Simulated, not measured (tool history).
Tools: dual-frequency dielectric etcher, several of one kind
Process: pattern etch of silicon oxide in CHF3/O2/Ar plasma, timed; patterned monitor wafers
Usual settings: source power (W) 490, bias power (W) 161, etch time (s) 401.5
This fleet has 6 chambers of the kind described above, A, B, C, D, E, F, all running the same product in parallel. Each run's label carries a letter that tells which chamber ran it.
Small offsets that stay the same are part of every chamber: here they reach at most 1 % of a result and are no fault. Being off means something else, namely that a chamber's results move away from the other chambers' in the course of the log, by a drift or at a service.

run	hour	source power (W)	bias power (W)	etch time (s)	read-back reference wafer on the same gauge, depth_nm	mean etch depth across the wafer (angstrom)
1E	11.5	490	161	401.5	623.05	7021.2
2F	22.5	490	161	401.5	623.16	7056.4
# hour 29.8: chamber A: wet clean of the chamber
3B	33.4	490	161	401.5	622.76	7033.5
4C	42.8	490	161	401.5	622.76	7090
# hour 43.5: chamber C: wet clean of the chamber
5A	51.1	490	161	401.5	622.71	7084.4
6D	67	490	161	401.5	623.13	7060.9
7B	82.8	490	161	401.5	622.68	7049.1
8E	96.9	490	161	401.5	622.76	7053.5
9A	105.6	490	161	401.5	623.16	7056.1
10D	114.4	550	161	511.5	622.67	9409.3
11F	125.8	550	161	511.5	623.15	9406.3
12C	136.6	550	161	511.5	623.18	9449.3
13A	144.3	550	161	511.5	622.6	9417.7
14E	158.3	550	161	511.5	623.09	9366.1
15D	173.6	550	161	511.5	622.86	9387.2
16F	187.4	490	161	401.5	622.95	7061.8
17B	203.9	490	161	401.5	623.5	7054.7
# hour 215.6: chamber F: wet clean of the chamber
18C	218	490	200	284	623.05	5413.6
# hour 222.6: chamber E: wet clean of the chamber
19A	227.3	490	200	284	623.03	5371
20C	241.7	490	200	284	622.73	5431.2
21D	252.8	490	200	284	623	5366.1
# hour 258.6: chamber A: source power generator calibrated
22F	263.6	490	200	284	622.8	5382.9
23E	278.6	490	200	284	622.83	5377
24B	291.4	490	161	401.5	623.17	7028.3
# hour 296: chamber D: bias power generator calibrated
25C	302	490	161	401.5	622.99	7103.8
26B	311	490	161	401.5	623.05	6998.2
# hour 312.8: chamber D: wet clean of the chamber
27E	324.4	490	161	401.5	622.9	7053.5
# hour 332.5: chamber B: wet clean of the chamber
28A	334.6	490	161	401.5	623.09	7060.8
29F	349.1	490	161	401.5	622.88	7101.1
30D	364.2	490	161	401.5	623.26	6936.5
31E	377.2	490	161	401.5	622.99	7051.6
32F	387	490	161	401.5	623.04	7095.8
33A	394.7	490	161	401.5	622.96	7021.1
34C	408.9	490	161	401.5	622.76	7139.8
35B	422.2	490	161	401.5	623.33	7056.1
36D	430.7	490	161	401.5	622.95	6918.6
37B	441.3	490	161	401.5	623	7042.6
38D	456.2	490	161	401.5	623.04	6930.6
39A	468.5	490	161	363.5	622.75	6390.5
40F	481.3	490	161	363.5	622.92	6404.7
41E	489.6	490	161	363.5	622.95	6369.9

Each of the 6 chambers runs these same settings next. Fill in every chamber's results:
42A	501.4	490	161	487		?
42B	501.4	490	161	487		?
42C	501.4	490	161	487		?
42D	501.4	490	161	487		?
42E	501.4	490	161	487		?
42F	501.4	490	161	487		?

run	mean etch depth across the wafer (angstrom)
42A	8574.4
42B	8578.6
42C	8617.8
42D	8381.7
42E	8530.1
42F	8587.2
